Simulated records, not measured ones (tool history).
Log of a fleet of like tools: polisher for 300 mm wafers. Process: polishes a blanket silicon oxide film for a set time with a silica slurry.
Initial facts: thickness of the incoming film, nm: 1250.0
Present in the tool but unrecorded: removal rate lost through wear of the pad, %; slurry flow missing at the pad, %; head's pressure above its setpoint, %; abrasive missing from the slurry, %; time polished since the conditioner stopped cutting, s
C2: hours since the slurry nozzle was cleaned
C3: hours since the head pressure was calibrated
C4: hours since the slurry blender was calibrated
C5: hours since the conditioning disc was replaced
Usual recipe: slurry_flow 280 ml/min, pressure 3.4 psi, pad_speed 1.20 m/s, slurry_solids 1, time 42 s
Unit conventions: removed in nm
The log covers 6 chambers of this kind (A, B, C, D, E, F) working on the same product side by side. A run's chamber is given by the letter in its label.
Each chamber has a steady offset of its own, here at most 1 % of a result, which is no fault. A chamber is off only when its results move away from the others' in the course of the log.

Run 1B, day 0.179: usual settings; wafers polished on this pad 376; C2 198.4; C3 83.7; C4 271.8; C5 236.0. Result: removed 114.31 nm.
Run 2C, day 0.467: usual settings; wafers polished on this pad 275; C2 210.5; C3 1045.4; C4 195.6; C5 121.9. Result: removed 113.85 nm.
At day 0.654: chamber E: worn pad replaced by a new one.
Run 3D, day 0.658: usual settings; wafers polished on this pad 548; C2 592.5; C3 995.2; C4 105.3; C5 62.1. Result: removed 117.26 nm.
At day 0.696: chamber B: conditioning disc replaced and pad reconditioned.
Run 4E, day 0.850: usual settings; wafers polished on this pad 62; C2 593.8; C3 47.3; C4 56.4; C5 62.4. Result: removed 110.87 nm.
At day 0.871: chamber A: worn pad replaced by a new one.
Run 5F, day 1.092: usual settings; wafers polished on this pad 552; C2 400.3; C3 633.6; C4 65.8; C5 132.0. Result: removed 116.05 nm.
At day 1.100: chamber A: conditioning disc replaced and pad reconditioned.
Run 6A, day 1.267: usual settings; wafers polished on this pad 125; C2 243.6; C3 49.1; C4 153.5; C5 4.0. Result: removed 114.10 nm.
At day 1.292: chamber E: slurry nozzle cleaned.
Run 7F, day 1.471: usual settings; wafers polished on this pad 672; C2 409.4; C3 642.7; C4 74.9; C5 141.1. Result: removed 115.29 nm.
Run 8D, day 1.654: usual settings; wafers polished on this pad 860; C2 616.4; C3 1019.1; C4 129.2; C5 86.0. Result: removed 114.59 nm.
At day 1.817: chamber B: worn pad replaced by a new one.
Run 9B, day 1.862: usual settings but slurry_flow 330 ml/min; wafers polished on this pad 14; C2 238.8; C3 124.1; C4 312.2; C5 28.0. Result: removed 116.37 nm.
At day 1.879: chamber F: worn pad replaced by a new one.
At day 1.883: chamber B: slurry blender recalibrated.
Run 10A, day 2.083: usual settings but slurry_flow 330 ml/min; wafers polished on this pad 381; C2 263.2; C3 68.7; C4 173.1; C5 23.6. Result: removed 113.38 nm.
Run 11C, day 2.288: usual settings but slurry_flow 330 ml/min; wafers polished on this pad 847; C2 254.2; C3 1089.1; C4 239.3; C5 165.6. Result: removed 115.06 nm.
At day 2.304: chamber C: worn pad replaced by a new one.
Run 12E, day 2.450: usual settings but slurry_flow 330 ml/min; wafers polished on this pad 565; C2 27.9; C3 85.7; C4 94.8; C5 100.8. Result: removed 112.38 nm.
At day 2.571: chamber F: conditioning disc replaced and pad reconditioned.
At day 2.667: chamber A: slurry blender recalibrated.
Run 13B, day 2.683: usual settings but slurry_flow 330 ml/min; wafers polished on this pad 272; C2 258.5; C3 143.8; C4 19.2; C5 47.7. Result: removed 113.65 nm.
At day 2.792: chamber A: worn pad replaced by a new one.
Run 14C, day 2.833: usual settings but slurry_flow 330 ml/min; wafers polished on this pad 166; C2 267.3; C3 1102.2; C4 252.4; C5 178.7. Result: removed 117.36 nm.
Run 15A, day 3.121: usual settings; wafers polished on this pad 103; C2 288.1; C3 93.6; C4 11.0; C5 48.5. Result: removed 114.07 nm.
Run 16D, day 3.279: usual settings; wafers polished on this pad 1371; C2 655.4; C3 1058.1; C4 168.2; C5 125.0. Result: removed 114.94 nm.
At day 3.421: chamber E: worn pad replaced by a new one.
At day 3.425: chamber C: slurry blender recalibrated.
Run 17F, day 3.538: usual settings but pad_speed 1.06 m/s; wafers polished on this pad 521; C2 459.0; C3 692.3; C4 124.5; C5 23.3. Result: removed 104.31 nm.
At day 3.617: chamber D: worn pad replaced by a new one.
Run 18E, day 3.658: usual settings but pad_speed 1.06 m/s; wafers polished on this pad 75; C2 56.9; C3 114.7; C4 123.8; C5 129.8. Result: removed 101.87 nm.
At day 3.750: chamber C: head pressure recalibrated.
Run 19F, day 3.900: usual settings but pad_speed 1.06 m/s; wafers polished on this pad 635; C2 467.7; C3 701.0; C4 133.2; C5 32.0. Result: removed 102.29 nm.
Run 20A, day 4.117: usual settings but pad_speed 1.06 m/s; wafers polished on this pad 416; C2 312.0; C3 117.5; C4 34.9; C5 72.4. Result: removed 102.88 nm.
At day 4.154: chamber D: slurry nozzle cleaned.
Run 21B, day 4.283: usual settings but pad_speed 1.06 m/s; wafers polished on this pad 775; C2 296.9; C3 182.2; C4 57.6; C5 86.1. Result: removed 101.54 nm.
Run 22C, day 4.425: usual settings but pad_speed 1.06 m/s; wafers polished on this pad 667; C2 305.5; C3 16.3; C4 24.0; C5 216.9. Result: removed 103.00 nm.
At day 4.438: chamber C: slurry nozzle cleaned.
At day 4.446: chamber F: worn pad replaced by a new one.
Run 23D, day 4.571: usual settings; wafers polished on this pad 300; C2 10.1; C3 1089.1; C4 199.2; C5 156.0. Result: removed 115.37 nm.
At day 4.575: chamber C: worn pad replaced by a new one.
At day 4.608: chamber A: worn pad replaced by a new one.
Run 24E, day 4.804: usual settings; wafers polished on this pad 435; C2 84.4; C3 142.2; C4 151.3; C5 157.3. Result: removed 110.14 nm.
At day 4.996: chamber A: conditioning disc replaced and pad reconditioned.
Run 25B, day 5.071: usual settings; wafers polished on this pad 1023; C2 315.8; C3 201.1; C4 76.5; C5 105.0. Result: removed 112.06 nm.
At day 5.167: chamber B: worn pad replaced by a new one.
Run 26E, day 5.292: usual settings; wafers polished on this pad 588; C2 96.1; C3 153.9; C4 163.0; C5 169.0. Result: removed 109.96 nm.
Run 27F, day 5.425: usual settings; wafers polished on this pad 308; C2 504.3; C3 737.6; C4 169.8; C5 68.6. Result: removed 112.01 nm.
Run 28C, day 5.625: usual settings but slurry_flow 340 ml/min, pad_speed 1.38 m/s; wafers polished on this pad 330; C2 28.6; C3 45.1; C4 52.8; C5 245.7. Result: removed 129.45 nm.
Run 29D, day 5.900: usual settings but slurry_flow 340 ml/min, pad_speed 1.38 m/s; wafers polished on this pad 717; C2 42.0; C3 1121.0; C4 231.1; C5 187.9. Result: removed 130.79 nm.
Run 30A, day 6.112: usual settings but slurry_flow 340 ml/min, pad_speed 1.38 m/s; wafers polished on this pad 472; C2 359.9; C3 165.4; C4 82.8; C5 26.8. Result: removed 130.25 nm.
At day 6.367: chamber E: worn pad replaced by a new one.
Run 31B, day 6.396: usual settings but slurry_flow 340 ml/min, pad_speed 1.38 m/s; wafers polished on this pad 386; C2 347.6; C3 232.9; C4 108.3; C5 136.8. Result: removed 130.77 nm.
At day 6.500: chamber D: conditioning disc replaced and pad reconditioned.
At day 6.633: chamber F: slurry nozzle cleaned.
Run 32F, day 6.658: usual settings but slurry_flow 340 ml/min, pad_speed 1.38 m/s; wafers polished on this pad 695; C2 0.6; C3 767.2; C4 199.4; C5 98.2. Result: removed 127.72 nm.
At day 6.704: chamber E: conditioning disc replaced and pad reconditioned.
At day 6.800: chamber F: worn pad replaced by a new one.
At day 6.854: chamber A: worn pad replaced by a new one.
Run 33E, day 6.896: usual settings but slurry_flow 340 ml/min, pad_speed 1.38 m/s; wafers polished on this pad 166; C2 134.6; C3 192.4; C4 201.5; C5 4.7. Result: removed 120.91 nm.
Run 34D, day 7.025: usual settings but pressure 3.8 psi, pad_speed 1.44 m/s; wafers polished on this pad 1071; C2 69.0; C3 1148.0; C4 258.1; C5 12.6. Result: removed 147.21 nm.
At day 7.042: chamber C: worn pad replaced by a new one.
Run 35C, day 7.275: usual settings but pressure 3.8 psi, pad_speed 1.44 m/s; wafers polished on this pad 74; C2 68.2; C3 84.7; C4 92.4; C5 285.3. Result: removed 149.58 nm.
Run 36A, day 7.517: usual settings but pressure 3.8 psi, pad_speed 1.44 m/s; wafers polished on this pad 209; C2 393.6; C3 199.1; C4 116.5; C5 60.5. Result: removed 148.04 nm.
Run 37A, day 7.750: usual settings but pressure 3.8 psi, pad_speed 1.44 m/s; wafers polished on this pad 282; C2 399.2; C3 204.7; C4 122.1; C5 66.1. Result: removed 145.99 nm.
At day 7.833: chamber B: worn pad replaced by a new one.
Run 38B, day 7.908: usual settings but pressure 3.8 psi, pad_speed 1.44 m/s; wafers polished on this pad 23; C2 383.9; C3 269.2; C4 144.6; C5 173.1. Result: removed 142.51 nm.
Run 39F, day 8.142: usual settings but pressure 3.8 psi, pad_speed 1.44 m/s; wafers polished on this pad 421; C2 36.2; C3 802.8; C4 235.0; C5 133.8. Result: removed 142.23 nm.
Run 40C, day 8.354: usual settings; wafers polished on this pad 413; C2 94.1; C3 110.6; C4 118.3; C5 311.2. Result: removed 114.38 nm.
Run 41E, day 8.550: usual settings; wafers polished on this pad 686; C2 174.3; C3 232.1; C4 241.2; C5 44.4. Result: removed 102.64 nm.

Next, all 6 chambers run the settings below, one line each with question marks for the results. What does each chamber give?
Run 42A, day 8.754: usual settings. Result: removed ?.
Run 42B, day 8.754: usual settings. Result: removed ?.
Run 42C, day 8.754: usual settings. Result: removed ?.
Run 42D, day 8.754: usual settings. Result: removed ?.
Run 42E, day 8.754: usual settings. Result: removed ?.
Run 42F, day 8.754: usual settings. Result: removed ?.

run  removed
42A   111.48
42B   114.73
42C   117.27
42D   113.16
42E   101.56
42F   115.98

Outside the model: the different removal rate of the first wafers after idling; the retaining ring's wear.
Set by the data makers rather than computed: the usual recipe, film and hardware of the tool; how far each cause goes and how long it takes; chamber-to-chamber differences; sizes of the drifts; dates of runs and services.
